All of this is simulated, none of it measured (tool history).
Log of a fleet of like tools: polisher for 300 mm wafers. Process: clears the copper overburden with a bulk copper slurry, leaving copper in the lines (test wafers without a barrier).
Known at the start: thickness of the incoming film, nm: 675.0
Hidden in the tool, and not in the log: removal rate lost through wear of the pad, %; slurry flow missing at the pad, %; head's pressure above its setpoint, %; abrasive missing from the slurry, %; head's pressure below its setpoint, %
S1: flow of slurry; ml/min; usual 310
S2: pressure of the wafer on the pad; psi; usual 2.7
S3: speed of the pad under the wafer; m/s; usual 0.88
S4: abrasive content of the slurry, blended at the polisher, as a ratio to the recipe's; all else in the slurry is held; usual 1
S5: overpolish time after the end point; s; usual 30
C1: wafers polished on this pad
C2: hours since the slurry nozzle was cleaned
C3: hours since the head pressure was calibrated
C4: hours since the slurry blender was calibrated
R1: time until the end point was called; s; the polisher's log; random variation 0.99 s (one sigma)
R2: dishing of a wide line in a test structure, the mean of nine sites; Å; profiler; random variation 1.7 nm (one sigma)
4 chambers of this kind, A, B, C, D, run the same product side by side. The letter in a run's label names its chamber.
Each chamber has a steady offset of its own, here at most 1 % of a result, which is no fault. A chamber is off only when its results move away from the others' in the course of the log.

run     day   S1   S2    S3  S4  S5    C1     C2      C3     C4      R1       R2
 1B   0.338  310  2.7  0.88   1  30   655  286.1   155.1  135.1  76.690  1012.00
      0.342  -- chamber D: slurry nozzle cleaned
 2C   0.679  310  2.7  0.88   1  30   438  417.8   316.9   23.0  78.580  1002.40
 3A   1.017  310  2.7  0.88   1  30   397  283.2  1142.5  414.5  76.215  1014.70
 4D   1.304  310  2.7  0.88   1  30  1375   23.1  1122.9   97.7  75.733  1017.00
 5D   1.671  310  2.7  0.88   1  30  1446   31.9  1131.7  106.5  79.063   997.31
      1.738  -- chamber A: slurry blender recalibrated
 6A   1.888  310  2.2  0.88   1  30   564  304.1  1163.4    3.6  93.053   898.78
 7C   2.188  310  2.2  0.88   1  30   728  454.0   353.1   59.2  93.723   892.43
 8B   2.546  310  2.2  0.88   1  30  1080  339.1   208.1  188.1  94.561   867.27
      2.592  -- chamber D: worn pad replaced by a new one
 9A   2.842  310  2.2  0.88   1  30   748  327.0  1186.3   26.5  93.425   866.48
10C   3.033  310  2.7  0.88   1  30   890  474.3   373.4   79.5  77.817  1021.40
11B   3.217  310  2.7  0.88   1  30  1209  355.2   224.2  204.2  77.264  1026.30
12D   3.521  310  2.7  0.88   1  30   178   76.3  1176.1  150.9  78.563   997.81
      3.688  -- chamber B: worn pad replaced by a new one
13C   3.712  310  2.7  0.88   1  30  1021  490.6   389.7   95.8  75.266  1018.60
      3.971  -- chamber C: worn pad replaced by a new one
14B   3.975  310  2.7  0.88   1  30    55  373.4   242.4  222.4  77.730  1019.80
15A   4.167  310  2.7  0.88   1  30  1002  358.8  1218.1   58.3  76.559  1024.70
      4.188  -- chamber B: slurry blender recalibrated
16D   4.462  310  2.7  0.88   1  30   359   98.9  1198.7  173.5  78.027  1027.00
17C   4.658  220  2.7  0.74   1  30   132  513.3   412.4  118.5  94.157   941.53
      4.808  -- chamber A: head pressure recalibrated
18B   5.025  220  2.7  0.74   1  30   257  398.6   267.6   20.2  94.505   920.97
19A   5.362  220  2.7  0.74   1  30  1232  387.5    13.4   87.0  84.859   972.32
      5.375  -- chamber A: worn pad replaced by a new one
20D   5.704  220  2.7  0.74   1  30   598  128.7  1228.5  203.3  95.810   940.31
      5.792  -- chamber B: slurry nozzle cleaned
21A   5.921  390  2.7  0.88   1  30   105  400.9    26.8  100.4  65.704  1070.90
      5.933  -- chamber B: head pressure recalibrated
22C   6.192  390  2.7  0.88   1  30   426  550.1   449.2  155.3  75.813  1034.40
23B   6.383  390  2.7  0.88   1  30   518   14.2    10.9   52.8  73.498  1000.10
24D   6.733  390  2.7  0.88   1  30   796  153.4  1253.2  228.0  76.812  1001.60
25B   6.962  310  2.7  0.88   1  30   629   28.1    24.8   66.7  77.158  1026.20
26A   7.171  310  2.7  0.88   1  30   345  430.9    56.8  130.4  67.863  1071.20
27C   7.438  310  2.7  0.88   1  30   666  580.0   479.1  185.2  76.305  1002.80
28D   7.804  345  2.7  0.88   1  30  1002  179.1  1278.9  253.7  75.375  1008.20
29A   8.171  345  2.7  0.88   1  30   537  454.9    80.8  154.4  68.697  1058.70
30C   8.425  345  2.7  0.88   1  30   856  603.7   502.8  208.9  76.396  1009.30
31D   8.683  345  2.7  0.88   1  30  1171  200.2  1300.0  274.8  78.165   999.41
      8.925  -- chamber C: worn pad replaced by a new one
32B   9.017  310  2.7  0.88   1  30  1024   77.4    74.1  116.0  75.483  1004.40
33B   9.325  310  2.7  0.88   1  30  1083   84.8    81.5  123.4  76.651  1015.20
34A   9.550  310  3.0  0.88   1  30   803  488.0   113.9  187.5  61.770  1130.90
35C   9.842  310  3.0  0.88   1  30   176  637.7   536.8  242.9  68.685  1079.90
      9.988  -- chamber D: worn pad replaced by a new one
36D  10.092  310  3.0  0.88   1  30    20  234.0  1333.8  308.6  69.768  1072.70
37C  10.296  310  3.0  0.88   1  30   264  648.6   547.7  253.8  67.863  1055.70
38A  10.617  310  2.7  0.88   1  30  1008  513.6   139.5  213.1  69.102  1066.60
39D  10.842  310  2.7  0.88   1  30   164  252.0  1351.8  326.6  76.677  1017.80

Next, every chamber runs the same settings. What will each give?
40A  11.112  310  2.7  0.88   1  30                   ?   ?
40B  11.112  310  2.7  0.88   1  30                   ?   ?
40C  11.112  310  2.7  0.88   1  30                   ?   ?
40D  11.112  310  2.7  0.88   1  30                   ?   ?

run      R1       R2
40A  68.042  1082.70
40B  75.876   989.96
40C  77.019  1020.40
40D  79.002   995.31
